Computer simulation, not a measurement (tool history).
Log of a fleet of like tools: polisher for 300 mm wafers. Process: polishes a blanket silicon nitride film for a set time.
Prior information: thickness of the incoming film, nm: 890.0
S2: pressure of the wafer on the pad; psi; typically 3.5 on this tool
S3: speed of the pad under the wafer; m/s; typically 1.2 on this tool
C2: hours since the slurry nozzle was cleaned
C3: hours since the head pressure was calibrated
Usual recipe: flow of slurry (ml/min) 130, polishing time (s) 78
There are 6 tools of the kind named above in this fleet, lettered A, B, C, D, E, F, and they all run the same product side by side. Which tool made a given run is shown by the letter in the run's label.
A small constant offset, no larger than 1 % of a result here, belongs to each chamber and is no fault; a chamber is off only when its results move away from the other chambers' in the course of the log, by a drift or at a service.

Run 1E, day 0.262: usual settings; wafers polished on this pad 845; C2 306.3; C3 839.9. Result: film removed (angstrom) 1397.8.
Run 2A, day 0.408: usual settings; wafers polished on this pad 418; C2 498.1; C3 1310.4. Result: film removed (angstrom) 1369.5.
At day 0.512: chamber E: worn pad replaced by a new one.
Run 3D, day 0.662: usual settings; wafers polished on this pad 662; C2 27.1; C3 104. Result: film removed (angstrom) 1417.6.
Run 4F, day 0.917: usual settings; wafers polished on this pad 938; C2 111.5; C3 222.6. Result: film removed (angstrom) 1396.5.
Run 5C, day 1.058: usual settings; wafers polished on this pad 1013; C2 377.8; C3 402.6. Result: film removed (angstrom) 1373.3.
At day 1.258: chamber E: head pressure recalibrated.
Run 6B, day 1.304: usual settings; wafers polished on this pad 886; C2 145.2; C3 457.8. Result: film removed (angstrom) 1392.3.
Run 7A, day 1.479: usual settings; wafers polished on this pad 696; C2 523.8; C3 1336.1. Result: film removed (angstrom) 1387.8.
At day 1.629: chamber D: worn pad replaced by a new one.
Run 8F, day 1.696: usual settings; wafers polished on this pad 1140; C2 130.2; C3 241.3. Result: film removed (angstrom) 1397.9.
At day 1.704: chamber A: worn pad replaced by a new one.
Run 9B, day 1.875: usual settings but flow of slurry (ml/min) 170, S2 2.5 psi; wafers polished on this pad 1034; C2 158.9; C3 471.5. Result: film removed (angstrom) 1028.3.
At day 2.033: chamber C: worn pad replaced by a new one.
At day 2.146: chamber B: worn pad replaced by a new one.
Run 10D, day 2.146: usual settings but flow of slurry (ml/min) 170, S2 2.5 psi; wafers polished on this pad 134; C2 62.7; C3 139.6. Result: film removed (angstrom) 1050.4.
Run 11E, day 2.375: usual settings but flow of slurry (ml/min) 170, S2 2.5 psi; wafers polished on this pad 483; C2 357; C3 26.9. Result: film removed (angstrom) 1033.6.
Run 12C, day 2.508: usual settings but flow of slurry (ml/min) 170, S2 2.5 psi; wafers polished on this pad 123; C2 412.6; C3 437.4. Result: film removed (angstrom) 1036.6.
Run 13D, day 2.762: usual settings but flow of slurry (ml/min) 170, S2 2.5 psi; wafers polished on this pad 294; C2 77.5; C3 154.4. Result: film removed (angstrom) 1039.5.
Run 14B, day 2.896: usual settings but flow of slurry (ml/min) 170, S2 2.5 psi; wafers polished on this pad 195; C2 183.4; C3 496. Result: film removed (angstrom) 1028.7.
At day 3.008: chamber F: worn pad replaced by a new one.
Run 15C, day 3.117: usual settings but S3 0.86 m/s, polishing time (s) 68; wafers polished on this pad 281; C2 427.2; C3 452. Result: film removed (angstrom) 925.77.
Run 16E, day 3.262: usual settings but S3 0.86 m/s, polishing time (s) 68; wafers polished on this pad 713; C2 378.3; C3 48.2. Result: film removed (angstrom) 931.89.
Run 17A, day 3.425: usual settings but S3 0.86 m/s, polishing time (s) 68; wafers polished on this pad 446; C2 570.5; C3 1382.8. Result: film removed (angstrom) 927.63.
Run 18F, day 3.667: usual settings but S3 0.86 m/s, polishing time (s) 68; wafers polished on this pad 171; C2 177.5; C3 288.6. Result: film removed (angstrom) 927.42.
At day 3.729: chamber A: head pressure recalibrated.
Run 19C, day 3.896: usual settings but S3 0.86 m/s, polishing time (s) 68; wafers polished on this pad 483; C2 445.9; C3 470.7. Result: film removed (angstrom) 930.63.
Run 20B, day 4.088: usual settings but S3 0.86 m/s, polishing time (s) 68; wafers polished on this pad 503; C2 212; C3 524.6. Result: film removed (angstrom) 916.08.
Run 21E, day 4.346: usual settings but S2 2.6 psi; wafers polished on this pad 994; C2 404.3; C3 74.2. Result: film removed (angstrom) 1011.4.
At day 4.433: chamber A: worn pad replaced by a new one.
At day 4.433: chamber E: worn pad replaced by a new one.
Run 22D, day 4.633: usual settings but S2 2.6 psi; wafers polished on this pad 779; C2 122.4; C3 199.3. Result: film removed (angstrom) 1025.
Run 23A, day 4.879: usual settings but S2 2.6 psi; wafers polished on this pad 115; C2 605.4; C3 27.6. Result: film removed (angstrom) 1107.
At day 4.896: chamber F: head pressure recalibrated.
Run 24F, day 5.05: usual settings but S2 2.6 psi; wafers polished on this pad 530; C2 210.7; C3 3.7. Result: film removed (angstrom) 1035.5.
Run 25B, day 5.212: usual settings but S2 2.6 psi; wafers polished on this pad 795; C2 239; C3 551.6. Result: film removed (angstrom) 1027.9.
Run 26F, day 5.421: usual settings but S2 2.6 psi; wafers polished on this pad 626; C2 219.6; C3 12.6. Result: film removed (angstrom) 1035.
At day 5.546: chamber D: worn pad replaced by a new one.
Run 27C, day 5.65: usual settings but flow of slurry (ml/min) 170; wafers polished on this pad 938; C2 488; C3 512.8. Result: film removed (angstrom) 1433.2.
Run 28E, day 5.921: usual settings but flow of slurry (ml/min) 170; wafers polished on this pad 386; C2 442.1; C3 112. Result: film removed (angstrom) 1451.5.
Run 29A, day 6.196: usual settings but flow of slurry (ml/min) 170; wafers polished on this pad 457; C2 637; C3 59.2. Result: film removed (angstrom) 1536.9.
Run 30D, day 6.492: usual settings but flow of slurry (ml/min) 170; wafers polished on this pad 245; C2 167; C3 243.9. Result: film removed (angstrom) 1477.4.
Run 31F, day 6.667: usual settings but flow of slurry (ml/min) 170; wafers polished on this pad 949; C2 249.5; C3 42.5. Result: film removed (angstrom) 1445.9.
At day 6.75: chamber A: worn pad replaced by a new one.
Run 32D, day 6.871: usual settings but flow of slurry (ml/min) 170; wafers polished on this pad 344; C2 176.1; C3 253. Result: film removed (angstrom) 1463.3.
At day 6.896: chamber B: worn pad replaced by a new one.
At day 6.954: chamber A: slurry nozzle cleaned.
Run 33B, day 7.088: usual settings; wafers polished on this pad 49; C2 284; C3 596.6. Result: film removed (angstrom) 1386.
At day 7.179: chamber C: worn pad replaced by a new one.
At day 7.208: chamber D: head pressure recalibrated.
Run 34E, day 7.254: usual settings; wafers polished on this pad 731; C2 474.1; C3 144. Result: film removed (angstrom) 1388.1.
Run 35C, day 7.467: usual settings; wafers polished on this pad 75; C2 531.6; C3 556.4. Result: film removed (angstrom) 1366.
Run 36A, day 7.738: usual settings; wafers polished on this pad 256; C2 18.8; C3 96.2. Result: film removed (angstrom) 1486.1.
Run 37B, day 7.867: usual settings; wafers polished on this pad 251; C2 302.7; C3 615.3. Result: film removed (angstrom) 1367.4.
Run 38D, day 8.058: usual settings; wafers polished on this pad 651; C2 204.6; C3 20.5. Result: film removed (angstrom) 1413.4.
Run 39F, day 8.229: usual settings; wafers polished on this pad 1354; C2 287; C3 80. Result: film removed (angstrom) 1381.1.

Read the log: is a single chamber off, either drifting away or since a service, is the gauge that measures every chamber drifting, or is nothing wrong beyond small per-chamber offsets? Name any odd chamber and what most likely caused it.

After it was serviced, chamber A no longer matches the other chambers.
Cause: head's pressure above its setpoint, % = 7.5.

Below are 4 candidate recipes for chamber A's next run, each the usual settings with a change, their results shown as question marks. Which of them brings A's results back in line with what the other chambers give on the usual settings?
Allowed miss from the other chambers' usual-settings mean, per result, to count as in line: film removed (angstrom) 32
Run 40A-1, day 8.442: usual settings but S3 1.22 m/s, polishing time (s) 79. Result: film removed (angstrom) ?.
Run 40A-2, day 8.442: usual settings but S3 1.18 m/s, polishing time (s) 77. Result: film removed (angstrom) ?.
Run 40A-3, day 8.442: usual settings but flow of slurry (ml/min) 185. Result: film removed (angstrom) ?.
Run 40A-4, day 8.442: usual settings but S2 3.4 psi, S3 1.18 m/s, polishing time (s) 76. Result: film removed (angstrom) ?.

What the other chambers average on the usual settings: film removed (angstrom) 1385.1
  run  film removed (angstrom)
40A-1                   1519.6
40A-2                   1442.7
40A-3                   1572.1
40A-4                   1383.9
The right change is 40A-4: it brings the chamber back within the allowed miss of the others.

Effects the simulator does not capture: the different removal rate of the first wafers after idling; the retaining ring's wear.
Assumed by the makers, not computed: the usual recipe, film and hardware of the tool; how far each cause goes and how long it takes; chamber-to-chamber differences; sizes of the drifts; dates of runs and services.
